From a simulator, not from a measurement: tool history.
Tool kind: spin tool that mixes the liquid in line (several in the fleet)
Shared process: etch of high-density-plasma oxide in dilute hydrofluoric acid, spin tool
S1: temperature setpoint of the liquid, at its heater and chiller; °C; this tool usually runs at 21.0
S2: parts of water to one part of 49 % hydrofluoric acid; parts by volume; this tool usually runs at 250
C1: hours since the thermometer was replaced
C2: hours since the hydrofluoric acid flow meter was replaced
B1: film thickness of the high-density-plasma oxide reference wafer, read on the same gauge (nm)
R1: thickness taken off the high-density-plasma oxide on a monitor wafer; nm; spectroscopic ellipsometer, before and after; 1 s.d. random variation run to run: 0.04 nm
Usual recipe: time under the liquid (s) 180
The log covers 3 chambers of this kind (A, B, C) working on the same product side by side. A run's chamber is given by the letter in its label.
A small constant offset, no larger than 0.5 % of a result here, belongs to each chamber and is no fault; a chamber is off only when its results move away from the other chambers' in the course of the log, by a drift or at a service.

Run 1C, day 0.375: usual settings; C1 562.6; C2 455.0; B1 109.97. Result: R1 5.7823 nm.
Run 2A, day 0.700: usual settings; C1 739.1; C2 531.7; B1 110.01. Result: R1 5.7648 nm.
Run 3B, day 1.212: usual settings; C1 83.9; C2 335.5; B1 109.99. Result: R1 5.7769 nm.
Run 4A, day 1.571: usual settings; C1 760.0; C2 552.6; B1 109.96. Result: R1 5.7083 nm.
Run 5B, day 1.850: usual settings; C1 99.2; C2 350.8; B1 110.03. Result: R1 5.7905 nm.
Run 6C, day 2.292: usual settings; C1 608.6; C2 501.0; B1 110.00. Result: R1 5.8485 nm.
Run 7B, day 2.596: usual settings; C1 117.1; C2 368.7; B1 110.04. Result: R1 5.8496 nm.
Run 8C, day 3.000: usual settings; C1 625.6; C2 518.0; B1 110.03. Result: R1 5.7809 nm.
Run 9A, day 3.296: usual settings; C1 801.4; C2 594.0; B1 110.00. Result: R1 5.5909 nm.
Run 10A, day 3.667: usual settings; C1 810.3; C2 602.9; B1 109.96. Result: R1 5.5124 nm.
Run 11C, day 4.025: usual settings; C1 650.2; C2 542.6; B1 109.99. Result: R1 5.7725 nm.
Run 12B, day 4.262: usual settings but S1 25.0 °C, S2 170 parts by volume; C1 157.1; C2 408.7; B1 109.97. Result: R1 10.8580 nm.
Run 13C, day 4.567: usual settings but S1 25.0 °C, S2 170 parts by volume; C1 663.2; C2 555.6; B1 110.02. Result: R1 10.6670 nm.
Run 14B, day 5.012: usual settings but S1 25.0 °C, S2 170 parts by volume; C1 175.1; C2 426.7; B1 109.98. Result: R1 10.7740 nm.
Run 15A, day 5.383: usual settings; C1 851.5; C2 644.1; B1 110.03. Result: R1 5.4699 nm.
Run 16C, day 5.692: usual settings; C1 690.2; C2 582.6; B1 110.03. Result: R1 5.7454 nm.
Run 17A, day 6.092: usual settings; C1 868.5; C2 661.1; B1 110.02. Result: R1 5.3972 nm.
Run 18B, day 6.408: usual settings; C1 208.6; C2 460.2; B1 110.02. Result: R1 5.7592 nm.
Run 19A, day 6.721: usual settings but S1 17.5 °C; C1 883.6; C2 676.2; B1 110.02. Result: R1 4.7044 nm.
Run 20B, day 7.092: usual settings but S1 17.5 °C; C1 225.0; C2 476.6; B1 110.05. Result: R1 5.0543 nm.
Run 21C, day 7.325: usual settings but S1 17.5 °C; C1 729.4; C2 621.8; B1 109.99. Result: R1 5.1005 nm.
Run 22C, day 7.738: usual settings; C1 739.3; C2 631.7; B1 110.01. Result: R1 5.8303 nm.

One chamber off, gauge drift, or nothing amiss beyond the chambers' own small offsets? If it is a chamber, which one, and what is the likeliest cause?

Little by little, chamber A moves away from the other chambers.
What lies behind it: hydrofluoric acid flow below the setpoint (%) = 7.62.
The log may not tell that from: liquid colder than its thermometer reads (K).

Which of the 4 candidates below, each the usual settings with something changed and its results left as question marks, puts chamber A back in line with what the other chambers give on the usual settings?
A result is in line if it is within this distance of the other chambers' mean on the usual settings: R1 0.1400 nm
Run 23A-1, day 8.104: usual settings but S2 260 parts by volume. Result: R1 ?.
Run 23A-2, day 8.104: usual settings but S2 245 parts by volume, time under the liquid (s) 185. Result: R1 ?.
Run 23A-3, day 8.104: usual settings but S2 270 parts by volume. Result: R1 ?.
Run 23A-4, day 8.104: usual settings but time under the liquid (s) 200. Result: R1 ?.

Average result of the remaining chambers running the usual settings: R1 5.7927 nm
  run      R1
23A-1  4.9681
23A-2  5.4968
23A-3  4.7390
23A-4  5.7958
23A-4 puts the chamber back in line with the other chambers.
